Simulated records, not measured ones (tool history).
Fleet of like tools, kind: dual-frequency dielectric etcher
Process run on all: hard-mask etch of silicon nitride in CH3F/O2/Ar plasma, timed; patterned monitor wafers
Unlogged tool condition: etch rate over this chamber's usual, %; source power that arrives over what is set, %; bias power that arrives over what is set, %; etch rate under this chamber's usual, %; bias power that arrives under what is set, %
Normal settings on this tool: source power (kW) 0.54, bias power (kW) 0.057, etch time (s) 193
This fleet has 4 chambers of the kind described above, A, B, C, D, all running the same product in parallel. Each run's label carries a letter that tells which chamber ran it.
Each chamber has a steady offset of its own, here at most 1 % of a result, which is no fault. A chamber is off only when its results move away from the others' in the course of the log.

| run | hour | source power (kW) | bias power (kW) | etch time (s) | hours since the last wet clean | hours since the last source power generator calibration | hours since the last bias power generator calibration | read-back reference wafer on the same gauge, depth_nm | mean etch depth across the wafer (Å) |
|---|---|---|---|---|---|---|---|---|---|
| 1C | 6 | 0.54 | 0.057 | 193 | 90.6 | 1251.7 | 382 | 135.01 | 1405.5 |
| 2B | 12.8 | 0.54 | 0.057 | 193 | 121.1 | 3315.4 | 2456.3 | 135 | 1398.7 |
| 3A | 20.8 | 0.54 | 0.057 | 193 | 284 | 270.5 | 975.1 | 134.95 | 1414.7 |
| 4D | 28.5 | 0.54 | 0.057 | 193 | 40.4 | 597.9 | 2935 | 134.92 | 1414 |
| 5D | 33.5 | 0.54 | 0.057 | 193 | 45.4 | 602.9 | 2940 | 134.92 | 1412 |
| 6B | 40.1 | 0.48 | 0.049 | 193 | 148.4 | 3342.7 | 2483.6 | 134.9 | 1273.1 |
| 7C | 47.1 | 0.48 | 0.049 | 193 | 131.7 | 1292.8 | 423.1 | 134.82 | 1277.1 |
| 8A | 51.2 | 0.48 | 0.049 | 193 | 314.4 | 300.9 | 1005.5 | 134.84 | 1289.5 |
| 9B | 59.5 | 0.48 | 0.049 | 193 | 167.8 | 3362.1 | 2503 | 134.78 | 1274.3 |
| 10A | 65.9 | 0.54 | 0.057 | 193 | 329.1 | 315.6 | 1020.2 | 134.81 | 1418.2 |
| 11C | 72.3 | 0.54 | 0.057 | 193 | 156.9 | 1318 | 448.3 | 134.78 | 1400.2 |
| 12D | 78.6 | 0.54 | 0.057 | 193 | 90.5 | 648 | 2985.1 | 134.78 | 1408.8 |
| 13D | 82.5 | 0.54 | 0.057 | 193 | 94.4 | 651.9 | 2989 | 134.73 | 1411 |
| 14A | 88.6 | 0.54 | 0.057 | 193 | 351.8 | 338.3 | 1042.9 | 134.73 | 1410.8 |
| 15C | 94.2 | 0.54 | 0.057 | 193 | 178.8 | 1339.9 | 470.2 | 134.72 | 1399.8 |
| 16B | 101.2 | 0.54 | 0.057 | 193 | 209.5 | 3403.8 | 2544.7 | 134.67 | 1394.7 |
| 17B | 106 | 0.43 | 0.057 | 159 | 214.3 | 3408.6 | 2549.5 | 134.69 | 1052.8 |
| 18D | 113.7 | 0.43 | 0.057 | 159 | 125.6 | 683.1 | 3020.2 | 134.65 | 1063.8 |
| 19A | 120.7 | 0.43 | 0.057 | 159 | 383.9 | 370.4 | 1075 | 134.61 | 1065.5 |
| 20C | 126.7 | 0.43 | 0.057 | 159 | 211.3 | 1372.4 | 502.7 | 134.6 | 1054 |
| 21C | 130.9 | 0.54 | 0.057 | 193 | 215.5 | 1376.6 | 506.9 | 134.58 | 1398.4 |
| 22D | 139.2 | 0.54 | 0.063 | 193 | 151.1 | 708.6 | 3045.7 | 134.59 | 1457 |
| 23A | 145.7 | 0.54 | 0.063 | 193 | 408.9 | 395.4 | 1100 | 134.55 | 1455.7 |
|  | 147.1 | chamber A: wet clean of the chamber |
| 24B | 150.8 | 0.54 | 0.063 | 193 | 259.1 | 3453.4 | 2594.3 | 134.51 | 1438.4 |
| 25A | 155.1 | 0.54 | 0.063 | 193 | 8.1 | 404.8 | 1109.4 | 134.54 | 1456.4 |
| 26D | 158.8 | 0.54 | 0.057 | 193 | 170.7 | 728.2 | 3065.3 | 134.53 | 1410.7 |
| 27C | 165.9 | 0.54 | 0.057 | 193 | 250.5 | 1411.6 | 541.9 | 134.47 | 1399.6 |
| 28B | 172.8 | 0.54 | 0.057 | 193 | 281.1 | 3475.4 | 2616.3 | 134.48 | 1394.8 |
| 29A | 179.5 | 0.54 | 0.057 | 193 | 32.5 | 429.2 | 1133.8 | 134.46 | 1411.3 |
| 30B | 186.9 | 0.54 | 0.057 | 193 | 295.2 | 3489.5 | 2630.4 | 134.44 | 1393.9 |
| 31C | 194.3 | 0.54 | 0.057 | 193 | 278.9 | 1440 | 570.3 | 134.44 | 1399.6 |
| 32D | 201.3 | 0.54 | 0.048 | 214.5 | 213.2 | 770.7 | 3107.8 | 134.35 | 1485.8 |
| 33D | 206.8 | 0.54 | 0.048 | 214.5 | 218.7 | 776.2 | 3113.3 | 134.37 | 1482.4 |
| 34C | 213.1 | 0.54 | 0.048 | 214.5 | 297.7 | 1458.8 | 589.1 | 134.36 | 1473.7 |
| 35A | 218.5 | 0.54 | 0.048 | 214.5 | 71.5 | 468.2 | 1172.8 | 134.37 | 1485.8 |
| 36B | 226.8 | 0.54 | 0.057 | 193 | 335.1 | 3529.4 | 2670.3 | 134.3 | 1391.7 |
| 37D | 232.4 | 0.54 | 0.057 | 193 | 244.3 | 801.8 | 3138.9 | 134.26 | 1405.2 |

Which is it: a chamber that has drifted or been left off by a service, a gauge drift common to all chambers, or only each chamber's usual small offset? If a chamber is off, name it and its likeliest cause.

The gauge drifts, so all chambers seem to drift together. No chamber is off.
Likeliest cause: gauge reads low (%) = 0.535.

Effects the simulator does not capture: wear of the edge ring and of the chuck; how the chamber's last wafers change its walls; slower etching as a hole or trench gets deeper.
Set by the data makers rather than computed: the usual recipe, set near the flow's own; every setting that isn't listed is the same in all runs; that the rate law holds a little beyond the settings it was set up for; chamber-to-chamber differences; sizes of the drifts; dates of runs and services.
